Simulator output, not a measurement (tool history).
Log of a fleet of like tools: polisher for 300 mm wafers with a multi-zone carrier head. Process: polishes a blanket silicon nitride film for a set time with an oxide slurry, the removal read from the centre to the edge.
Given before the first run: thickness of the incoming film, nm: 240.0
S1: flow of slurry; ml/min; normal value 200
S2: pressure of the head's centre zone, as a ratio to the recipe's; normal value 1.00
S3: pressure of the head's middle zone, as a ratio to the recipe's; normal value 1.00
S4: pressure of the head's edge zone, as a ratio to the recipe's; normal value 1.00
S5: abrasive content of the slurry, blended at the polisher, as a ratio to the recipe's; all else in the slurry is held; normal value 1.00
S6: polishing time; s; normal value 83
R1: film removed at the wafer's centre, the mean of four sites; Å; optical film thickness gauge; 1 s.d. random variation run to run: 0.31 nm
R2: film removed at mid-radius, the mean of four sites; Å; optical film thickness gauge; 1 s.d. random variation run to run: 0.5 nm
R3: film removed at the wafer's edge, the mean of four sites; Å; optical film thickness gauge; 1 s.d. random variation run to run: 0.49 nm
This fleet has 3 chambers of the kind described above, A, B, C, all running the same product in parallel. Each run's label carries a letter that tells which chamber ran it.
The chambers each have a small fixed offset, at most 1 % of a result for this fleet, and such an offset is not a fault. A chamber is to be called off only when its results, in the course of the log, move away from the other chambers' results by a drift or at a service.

| run | hour | S1 | S2 | S3 | S4 | S5 | S6 | R1 | R2 | R3 |
|---|---|---|---|---|---|---|---|---|---|---|
| 1B | 11.3 | 200 | 1.00 | 1.00 | 1.00 | 1.00 | 83 | 379.83 | 385.65 | 386.60 |
| 2C | 20.5 | 200 | 1.00 | 1.00 | 1.00 | 1.00 | 83 | 381.75 | 382.86 | 376.44 |
| 3A | 27.7 | 200 | 1.00 | 1.00 | 1.00 | 1.00 | 83 | 392.69 | 381.47 | 386.60 |
| 4A | 34.2 | 200 | 1.00 | 1.00 | 1.00 | 1.00 | 83 | 395.24 | 387.00 | 386.69 |
| 5C | 42.2 | 200 | 1.00 | 1.00 | 1.00 | 1.00 | 83 | 381.15 | 394.44 | 387.50 |
| 6B | 53.3 | 200 | 1.00 | 1.00 | 1.00 | 1.00 | 83 | 381.65 | 389.81 | 389.96 |
| 7B | 59.0 | 200 | 1.00 | 1.00 | 1.00 | 1.00 | 83 | 379.12 | 379.73 | 392.57 |
|  | 60.1 | chamber B: worn pad replaced by a new one |
| 8A | 68.2 | 155 | 1.00 | 1.00 | 1.00 | 1.00 | 83 | 367.64 | 373.72 | 367.06 |
| 9C | 78.1 | 155 | 1.00 | 1.00 | 1.00 | 1.00 | 83 | 365.51 | 370.62 | 371.92 |
|  | 86.6 | chamber A: worn pad replaced by a new one |
| 10C | 88.3 | 155 | 1.00 | 1.00 | 1.00 | 1.00 | 83 | 361.76 | 372.20 | 380.64 |
|  | 93.7 | chamber C: worn pad replaced by a new one |
| 11B | 98.8 | 200 | 1.00 | 1.00 | 1.00 | 1.00 | 83 | 387.76 | 386.27 | 383.47 |
|  | 100.8 | chamber A: edge zone pressure recalibrated |
| 12A | 104.9 | 200 | 1.00 | 1.00 | 1.00 | 1.00 | 83 | 389.47 | 385.24 | 387.58 |
| 13B | 113.2 | 200 | 1.00 | 1.00 | 1.00 | 1.00 | 83 | 389.34 | 381.57 | 392.52 |
| 14C | 123.8 | 200 | 1.00 | 1.00 | 1.00 | 1.00 | 83 | 388.94 | 390.60 | 386.98 |
| 15A | 133.2 | 200 | 1.00 | 1.00 | 1.00 | 1.00 | 83 | 388.35 | 388.80 | 393.48 |
| 16C | 140.7 | 200 | 1.00 | 1.00 | 1.00 | 1.00 | 83 | 383.43 | 385.01 | 384.48 |
| 17B | 147.4 | 200 | 1.00 | 1.00 | 1.00 | 1.00 | 83 | 382.51 | 383.41 | 388.75 |
| 18A | 157.7 | 200 | 1.00 | 1.00 | 1.00 | 1.00 | 83 | 381.49 | 382.42 | 383.54 |
| 19C | 168.7 | 200 | 1.00 | 1.00 | 1.00 | 1.00 | 83 | 385.75 | 383.62 | 377.86 |
| 20A | 178.2 | 200 | 1.00 | 1.00 | 1.00 | 1.00 | 83 | 392.35 | 383.98 | 380.90 |
| 21B | 184.1 | 200 | 1.00 | 1.00 | 1.00 | 1.15 | 83 | 400.86 | 404.56 | 409.76 |
| 22B | 195.8 | 200 | 1.00 | 1.00 | 1.00 | 1.15 | 83 | 408.49 | 400.32 | 412.05 |
| 23A | 201.7 | 200 | 1.00 | 1.00 | 1.00 | 1.15 | 83 | 414.97 | 405.62 | 407.09 |
|  | 206.7 | chamber B: worn pad replaced by a new one |
| 24C | 208.5 | 200 | 1.00 | 1.00 | 1.00 | 1.00 | 83 | 389.30 | 382.72 | 384.31 |
|  | 215.0 | chamber B: centre zone pressure recalibrated |
| 25B | 217.6 | 200 | 1.00 | 1.00 | 1.00 | 1.00 | 83 | 411.80 | 390.53 | 385.39 |
|  | 223.0 | chamber C: worn pad replaced by a new one |
| 26A | 225.2 | 200 | 1.00 | 1.00 | 1.00 | 1.00 | 83 | 395.11 | 381.73 | 379.73 |
|  | 234.6 | chamber C: slurry nozzle cleaned |
| 27C | 235.7 | 200 | 0.94 | 1.00 | 1.11 | 1.00 | 83 | 355.26 | 389.66 | 415.26 |
| 28C | 242.8 | 200 | 0.94 | 1.00 | 1.11 | 1.00 | 83 | 360.03 | 396.60 | 407.06 |
| 29A | 252.4 | 200 | 0.94 | 1.00 | 1.11 | 1.00 | 83 | 362.59 | 394.44 | 397.03 |
| 30B | 261.6 | 200 | 1.00 | 1.00 | 1.00 | 1.00 | 83 | 409.22 | 370.92 | 394.79 |
| 31C | 272.0 | 200 | 1.00 | 1.00 | 1.00 | 1.00 | 83 | 387.67 | 378.59 | 379.94 |
| 32B | 283.4 | 200 | 1.00 | 1.00 | 1.00 | 1.00 | 83 | 415.04 | 383.42 | 394.39 |
|  | 283.6 | chamber A: worn pad replaced by a new one |
|  | 286.5 | chamber B: edge zone pressure recalibrated |
| 33A | 289.3 | 200 | 1.00 | 1.00 | 1.00 | 1.00 | 83 | 388.64 | 393.30 | 384.18 |
| 34A | 300.8 | 165 | 1.00 | 1.00 | 1.00 | 1.00 | 83 | 374.54 | 378.36 | 378.94 |
| 35B | 310.1 | 165 | 1.00 | 1.00 | 1.00 | 1.00 | 83 | 399.15 | 361.55 | 374.64 |
| 36C | 317.7 | 165 | 1.00 | 1.00 | 1.00 | 1.00 | 83 | 372.84 | 380.66 | 372.56 |
| 37B | 324.0 | 200 | 1.00 | 1.08 | 1.00 | 1.00 | 83 | 410.74 | 405.58 | 386.05 |
| 38C | 330.5 | 200 | 1.00 | 1.08 | 1.00 | 1.00 | 83 | 376.45 | 408.53 | 386.68 |
|  | 331.0 | chamber C: centre zone pressure recalibrated |
| 39A | 341.5 | 200 | 1.00 | 1.08 | 1.00 | 1.00 | 83 | 387.81 | 419.12 | 380.38 |
|  | 346.7 | chamber C: worn pad replaced by a new one |
|  | 347.8 | chamber A: centre zone pressure recalibrated |
| 40C | 352.7 | 200 | 1.00 | 1.00 | 1.00 | 1.00 | 83 | 387.63 | 394.54 | 385.76 |
|  | 357.5 | chamber B: worn pad replaced by a new one |
| 41B | 360.3 | 200 | 1.00 | 1.00 | 1.00 | 1.00 | 83 | 409.44 | 386.01 | 382.76 |
| 42A | 370.9 | 200 | 1.00 | 1.00 | 1.00 | 1.00 | 83 | 384.62 | 384.41 | 387.81 |
| 43C | 381.0 | 200 | 0.88 | 1.00 | 1.08 | 1.00 | 83 | 328.33 | 381.26 | 407.67 |
| 44A | 389.2 | 200 | 0.88 | 1.00 | 1.08 | 1.00 | 83 | 335.63 | 384.39 | 397.21 |

Each of the 3 chambers runs these same settings next. Fill in every chamber's results:
| 45A | 397.8 | 225 | 1.00 | 1.00 | 1.00 | 1.00 | 83 | ? | ? | ? |
| 45B | 397.8 | 225 | 1.00 | 1.00 | 1.00 | 1.00 | 83 | ? | ? | ? |
| 45C | 397.8 | 225 | 1.00 | 1.00 | 1.00 | 1.00 | 83 | ? | ? | ? |

| run | R1 | R2 | R3 |
|---|---|---|---|
| 45A | 392.91 | 398.04 | 387.20 |
| 45B | 420.40 | 383.34 | 387.88 |
| 45C | 386.40 | 398.14 | 380.56 |
